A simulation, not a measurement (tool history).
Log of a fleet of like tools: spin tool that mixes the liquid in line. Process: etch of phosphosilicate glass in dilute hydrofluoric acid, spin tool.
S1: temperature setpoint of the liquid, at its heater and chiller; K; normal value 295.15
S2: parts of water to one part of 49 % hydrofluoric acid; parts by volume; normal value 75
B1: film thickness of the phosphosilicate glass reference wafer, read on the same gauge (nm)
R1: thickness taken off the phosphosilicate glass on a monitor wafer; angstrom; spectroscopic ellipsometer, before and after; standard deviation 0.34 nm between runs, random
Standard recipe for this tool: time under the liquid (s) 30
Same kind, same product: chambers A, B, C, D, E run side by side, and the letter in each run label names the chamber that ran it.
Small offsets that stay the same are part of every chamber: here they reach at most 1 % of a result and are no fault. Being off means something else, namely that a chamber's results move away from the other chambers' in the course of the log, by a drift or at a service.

{"run": "1C", "hour": 5.4, "S1": 295.15, "S2": 75, "time under the liquid (s)": 30, "B1": 50.011, "R1": 605.71}
{"run": "2D", "hour": 9.0, "S1": 295.15, "S2": 75, "time under the liquid (s)": 30, "B1": 50.023, "R1": 609.27}
{"run": "3B", "hour": 13.1, "S1": 295.15, "S2": 75, "time under the liquid (s)": 30, "B1": 50.012, "R1": 603.59}
{"run": "4E", "hour": 16.0, "S1": 295.15, "S2": 75, "time under the liquid (s)": 30, "B1": 50.007, "R1": 609.22}
{"run": "5A", "hour": 21.8, "S1": 295.15, "S2": 75, "time under the liquid (s)": 30, "B1": 49.966, "R1": 603.77}
{"run": "6C", "hour": 25.4, "S1": 295.15, "S2": 75, "time under the liquid (s)": 30, "B1": 49.988, "R1": 606.22}
{"hour": 26.8, "done": "chamber B: thermometer replaced"}
{"run": "7D", "hour": 30.1, "S1": 295.15, "S2": 75, "time under the liquid (s)": 30, "B1": 50.028, "R1": 604.39}
{"run": "8B", "hour": 36.1, "S1": 295.15, "S2": 75, "time under the liquid (s)": 30, "B1": 49.975, "R1": 608.54}
{"run": "9A", "hour": 40.1, "S1": 295.15, "S2": 75, "time under the liquid (s)": 30, "B1": 50.017, "R1": 602.79}
{"run": "10E", "hour": 45.4, "S1": 295.15, "S2": 75, "time under the liquid (s)": 30, "B1": 50.022, "R1": 603.21}
{"run": "11D", "hour": 48.4, "S1": 295.15, "S2": 75, "time under the liquid (s)": 30, "B1": 49.98, "R1": 606.76}
{"run": "12B", "hour": 51.5, "S1": 295.15, "S2": 75, "time under the liquid (s)": 30, "B1": 49.994, "R1": 607.43}
{"run": "13A", "hour": 55.5, "S1": 295.15, "S2": 75, "time under the liquid (s)": 30, "B1": 49.963, "R1": 604.96}
{"run": "14C", "hour": 60.6, "S1": 295.15, "S2": 75, "time under the liquid (s)": 30, "B1": 50.021, "R1": 608.53}
{"run": "15E", "hour": 64.6, "S1": 295.15, "S2": 75, "time under the liquid (s)": 30, "B1": 50.003, "R1": 612.37}
{"run": "16E", "hour": 70.9, "S1": 291.65, "S2": 75, "time under the liquid (s)": 30, "B1": 50.001, "R1": 528.05}
{"run": "17A", "hour": 75.8, "S1": 291.65, "S2": 75, "time under the liquid (s)": 30, "B1": 50.003, "R1": 528.0}
{"run": "18C", "hour": 79.2, "S1": 291.65, "S2": 75, "time under the liquid (s)": 30, "B1": 50.009, "R1": 521.03}
{"run": "19B", "hour": 83.5, "S1": 291.65, "S2": 75, "time under the liquid (s)": 30, "B1": 50.012, "R1": 523.55}
{"run": "20D", "hour": 86.6, "S1": 291.65, "S2": 75, "time under the liquid (s)": 30, "B1": 49.973, "R1": 521.11}
{"run": "21E", "hour": 92.8, "S1": 295.15, "S2": 45, "time under the liquid (s)": 30, "B1": 49.991, "R1": 1065.6}
{"run": "22D", "hour": 98.6, "S1": 295.15, "S2": 45, "time under the liquid (s)": 30, "B1": 50.016, "R1": 1051.1}
{"run": "23B", "hour": 104.0, "S1": 295.15, "S2": 45, "time under the liquid (s)": 30, "B1": 50.04, "R1": 1056.9}
{"run": "24C", "hour": 109.0, "S1": 295.15, "S2": 45, "time under the liquid (s)": 30, "B1": 49.953, "R1": 1046.6}
{"run": "25A", "hour": 115.0, "S1": 295.15, "S2": 45, "time under the liquid (s)": 30, "B1": 49.968, "R1": 1054.8}
{"run": "26B", "hour": 120.3, "S1": 295.15, "S2": 75, "time under the liquid (s)": 45, "B1": 50.013, "R1": 910.86}
{"run": "27A", "hour": 126.4, "S1": 295.15, "S2": 75, "time under the liquid (s)": 45, "B1": 49.997, "R1": 905.26}
{"run": "28E", "hour": 130.7, "S1": 295.15, "S2": 75, "time under the liquid (s)": 45, "B1": 50.01, "R1": 913.18}
{"run": "29C", "hour": 136.8, "S1": 295.15, "S2": 75, "time under the liquid (s)": 45, "B1": 49.994, "R1": 909.4}
{"run": "30D", "hour": 141.4, "S1": 295.15, "S2": 75, "time under the liquid (s)": 45, "B1": 50.01, "R1": 906.41}
{"run": "31A", "hour": 144.5, "S1": 295.15, "S2": 75, "time under the liquid (s)": 30, "B1": 49.985, "R1": 597.46}
{"run": "32D", "hour": 149.4, "S1": 295.15, "S2": 75, "time under the liquid (s)": 30, "B1": 49.955, "R1": 603.75}
{"run": "33B", "hour": 152.5, "S1": 295.15, "S2": 75, "time under the liquid (s)": 30, "B1": 50.03, "R1": 606.92}
{"run": "34E", "hour": 156.3, "S1": 295.15, "S2": 75, "time under the liquid (s)": 30, "B1": 50.019, "R1": 611.18}
{"hour": 158.1, "done": "chamber C: thermometer replaced"}
{"run": "35C", "hour": 162.2, "S1": 295.15, "S2": 75, "time under the liquid (s)": 45, "B1": 49.971, "R1": 906.74}
{"run": "36E", "hour": 167.3, "S1": 295.15, "S2": 75, "time under the liquid (s)": 45, "B1": 49.972, "R1": 912.94}
{"run": "37D", "hour": 170.2, "S1": 295.15, "S2": 75, "time under the liquid (s)": 45, "B1": 49.988, "R1": 909.43}
{"run": "38A", "hour": 174.3, "S1": 295.15, "S2": 75, "time under the liquid (s)": 45, "B1": 50.024, "R1": 906.7}
{"run": "39B", "hour": 177.1, "S1": 295.15, "S2": 75, "time under the liquid (s)": 45, "B1": 49.999, "R1": 906.88}
{"run": "40C", "hour": 180.6, "S1": 295.15, "S2": 75, "time under the liquid (s)": 30, "B1": 49.99, "R1": 606.26}
{"run": "41B", "hour": 183.4, "S1": 298.65, "S2": 75, "time under the liquid (s)": 30, "B1": 50.017, "R1": 705.09}

The same settings go to every chamber for the next run, one line per chamber below. Forecast the results for each:
{"run": "42A", "hour": 188.0, "S1": 295.15, "S2": 75, "time under the liquid (s)": 30, "R1": "?"}
{"run": "42B", "hour": 188.0, "S1": 295.15, "S2": 75, "time under the liquid (s)": 30, "R1": "?"}
{"run": "42C", "hour": 188.0, "S1": 295.15, "S2": 75, "time under the liquid (s)": 30, "R1": "?"}
{"run": "42D", "hour": 188.0, "S1": 295.15, "S2": 75, "time under the liquid (s)": 30, "R1": "?"}
{"run": "42E", "hour": 188.0, "S1": 295.15, "S2": 75, "time under the liquid (s)": 30, "R1": "?"}

run=42A R1=604.83
run=42B R1=605.51
run=42C R1=608.64
run=42D R1=603.60
run=42E R1=615.12
